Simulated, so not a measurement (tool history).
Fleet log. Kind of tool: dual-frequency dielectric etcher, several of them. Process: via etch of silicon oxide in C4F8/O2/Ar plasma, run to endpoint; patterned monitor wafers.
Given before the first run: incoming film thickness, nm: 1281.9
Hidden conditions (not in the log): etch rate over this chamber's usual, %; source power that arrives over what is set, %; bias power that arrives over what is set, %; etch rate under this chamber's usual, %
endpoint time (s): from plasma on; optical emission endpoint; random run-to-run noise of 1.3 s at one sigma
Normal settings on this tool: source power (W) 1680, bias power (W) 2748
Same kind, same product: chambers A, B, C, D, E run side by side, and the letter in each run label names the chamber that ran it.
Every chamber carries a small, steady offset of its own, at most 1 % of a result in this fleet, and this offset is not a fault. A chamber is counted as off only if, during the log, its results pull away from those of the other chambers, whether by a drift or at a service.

run	hour	source power (W)	bias power (W)	hours since the last wet clean	hours since the last source power generator calibration	hours since the last bias power generator calibration	endpoint time (s)
1B	6.0	1680	2748	280.6	559.9	815.6	244.28
2D	9.9	1680	2748	99.3	2775.6	268.7	245.14
3E	16.5	1680	2748	317.0	3508.6	1229.6	246.91
4A	21.5	1680	2748	327.7	4399.4	1097.4	243.02
5C	28.5	1680	2748	312.2	1622.1	638.9	245.89
6A	33.6	1680	2748	339.8	4411.5	1109.5	245.56
7C	39.2	1680	2748	322.9	1632.8	649.6	246.07
8E	43.5	1680	2748	344.0	3535.6	1256.6	245.47
9B	50.5	1680	2748	325.1	604.4	860.1	245.70
10D	56.0	1680	2748	145.4	2821.7	314.8	242.61
11E	59.9	1680	2748	360.4	3552.0	1273.0	248.64
# hour 62.8: chamber A: wet clean of the chamber
12C	66.2	1680	2748	349.9	1659.8	676.6	242.91
13B	74.3	1680	2748	348.9	628.2	883.9	245.34
14A	80.3	1390	3305	17.5	4458.2	1156.2	249.75
15D	88.4	1390	3305	177.8	2854.1	347.2	248.01
16A	94.6	1390	3305	31.8	4472.5	1170.5	246.71
17D	98.5	1390	3305	187.9	2864.2	357.3	248.62
18E	104.1	1390	3305	404.6	3596.2	1317.2	249.32
# hour 109.2: chamber C: wet clean of the chamber
19C	111.8	1410	2966	2.7	1705.4	722.2	270.23
20B	116.3	1410	2966	390.9	670.2	925.9	253.51
21E	124.5	1410	2966	425.0	3616.6	1337.6	255.17
22C	129.5	1410	2966	20.4	1723.1	739.9	270.21
23A	137.7	1410	2966	74.9	4515.6	1213.6	259.18
# hour 142.3: chamber E: wet clean of the chamber
24D	142.5	1680	2748	231.9	2908.2	401.3	242.66
25B	146.6	1680	2748	421.2	700.5	956.2	245.87
26B	151.0	1680	2748	425.6	704.9	960.6	243.60
27A	157.9	1680	2748	95.1	4535.8	1233.8	246.41
28E	161.9	1680	2748	19.6	3654.0	1375.0	247.65
29D	166.0	1680	2748	255.4	2931.7	424.8	241.30
30C	170.1	1680	2748	61.0	1763.7	780.5	258.07
31E	174.2	1680	2748	31.9	3666.3	1387.3	245.99
32C	179.4	2050	3118	70.3	1773.0	789.8	229.23
33B	183.4	2050	3118	458.0	737.3	993.0	217.62
34A	191.7	2050	3118	128.9	4569.6	1267.6	219.56
35D	195.9	2050	3118	285.3	2961.6	454.7	215.25

Is one chamber off against the others, does the gauge drift, or is nothing wrong? If a chamber is off, say which, and what the likeliest cause is.

A service on chamber C put it out of line with the rest.
Most likely cause: etch rate under this chamber's usual, % = 4.76.

Which of the 4 candidates below, each the usual settings with something changed and its results left as question marks, puts chamber C back in line with what the other chambers give on the usual settings?
A result is in line if it is within this distance of the other chambers' mean on the usual settings: endpoint time (s) 4.50
36C-1	202.1	1900	2748				?
36C-2	202.1	2210	2748				?
36C-3	202.1	1680	1958				?
36C-4	202.1	1460	2748				?

Mean of the other chambers on the usual settings: endpoint time (s) 245.25
run	endpoint time (s)
36C-1	245.42
36C-2	231.44
36C-3	285.18
36C-4	271.65
36C-1 brings the chamber back in line.

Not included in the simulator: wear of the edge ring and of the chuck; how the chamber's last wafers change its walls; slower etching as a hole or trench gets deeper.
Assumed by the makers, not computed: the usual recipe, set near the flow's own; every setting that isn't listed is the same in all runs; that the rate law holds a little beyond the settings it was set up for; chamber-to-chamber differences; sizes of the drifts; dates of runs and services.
